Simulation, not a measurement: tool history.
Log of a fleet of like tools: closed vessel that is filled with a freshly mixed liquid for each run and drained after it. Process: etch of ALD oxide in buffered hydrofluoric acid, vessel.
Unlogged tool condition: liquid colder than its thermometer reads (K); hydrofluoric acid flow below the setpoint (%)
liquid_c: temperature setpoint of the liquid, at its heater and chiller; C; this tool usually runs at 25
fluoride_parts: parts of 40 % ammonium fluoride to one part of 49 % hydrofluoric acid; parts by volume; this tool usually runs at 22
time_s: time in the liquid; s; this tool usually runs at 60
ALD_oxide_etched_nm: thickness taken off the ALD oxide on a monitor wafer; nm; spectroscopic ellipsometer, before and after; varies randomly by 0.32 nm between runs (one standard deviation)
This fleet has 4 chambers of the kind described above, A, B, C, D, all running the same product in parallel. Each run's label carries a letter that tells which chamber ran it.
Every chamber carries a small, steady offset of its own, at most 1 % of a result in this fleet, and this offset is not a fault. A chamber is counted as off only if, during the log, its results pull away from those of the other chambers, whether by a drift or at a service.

run	hour	liquid_c	fluoride_parts	time_s	hours since the thermometer was replaced	hours since the hydrofluoric acid flow meter was replaced	read-back film thickness of the ALD oxide reference wafer, read on the same gauge (nm)	ALD_oxide_etched_nm
1D	10.3	25	22	60	2025.3	263	90.004	48.581
2A	24.5	25	22	60	51.6	2091.1	90.014	47.32
3B	36.7	25	22	60	1333	872.7	90.01	47.839
4C	50.6	25	22	60	1275.5	1830.5	89.983	47.978
5B	63.6	25	22	60	1359.9	899.6	90.006	47.947
6C	77.1	25	22	60	1302	1857	89.995	48.269
7D	85.1	25	22	60	2100.1	337.8	90.02	48.213
8A	92.6	25	22	60	119.7	2159.2	90.038	48.174
9B	103.6	25	22	60	1399.9	939.6	90.013	47.863
10D	117.6	25	22	50	2132.6	370.3	89.984	39.515
11C	126	25	22	50	1350.9	1905.9	90	40.36
12A	133.9	25	22	50	161	2200.5	90.004	40.168
13D	143.4	25	22	50	2158.4	396.1	90.025	39.555
14C	151	25	22	60	1375.9	1930.9	89.999	48.489
15B	162.1	25	22	60	1458.4	998.1	90.023	48.465
16A	170	25	22	60	197.1	2236.6	89.989	47.872
# hour 171.4: chamber D: thermometer replaced
17D	185.1	25	22	60	13.7	437.8	89.99	47.075
18C	199.8	25	22	60	1424.7	1979.7	89.97	48.602
19A	209	25	22	60	236.1	2275.6	89.991	48.11
20B	216.2	25	15.5	40	1512.5	1052.2	89.998	43.744
21D	231	25	15.5	40	59.6	483.7	89.995	42.108
22C	242.3	25	15.5	40	1467.2	2022.2	90.003	44.478
# hour 254.2: chamber A: hydrofluoric acid flow meter replaced
23B	255.6	25	15.5	40	1551.9	1091.6	89.992	44.563
24A	269.1	25	22	60	296.2	15	89.95	48.631
25C	276.4	25	22	60	1501.3	2056.3	90.012	48.157
26D	283.3	25	22	60	111.9	536	90.009	45.793
27A	296.8	25	22	60	323.9	42.7	90.017	48.757
28B	306.2	25	22	60	1602.5	1142.2	90.013	48.058
29C	314.7	25	22	60	1539.6	2094.6	89.989	48.77
30B	325.3	25	22	60	1621.6	1161.3	90.031	47.667

Read the log: is a single chamber off, either drifting away or since a service, is the gauge that measures every chamber drifting, or is nothing wrong beyond small per-chamber offsets? Name any odd chamber and what most likely caused it.

It is chamber D that slowly wanders off from its peers.
Likeliest cause: hydrofluoric acid flow below the setpoint (%) = 8.97.

Which of the 4 candidates below, each the usual settings with something changed and its results left as question marks, puts chamber D back in line with what the other chambers give on the usual settings?
Allowed miss from the other chambers' usual-settings mean, per result, to count as in line: ALD_oxide_etched_nm 1.1 nm
31D-1	336.4	25	26	60				?
31D-2	336.4	27	22	60				?
31D-3	336.4	24	22	60				?
31D-4	336.4	26	22	60				?

Average result of the remaining chambers running the usual settings: ALD_oxide_etched_nm 48.234 nm
run	ALD_oxide_etched_nm
31D-1	40.464
31D-2	50.587
31D-3	42.974
31D-4	47.926
31D-4 is the one that brings the chamber's results back in line with the other chambers.
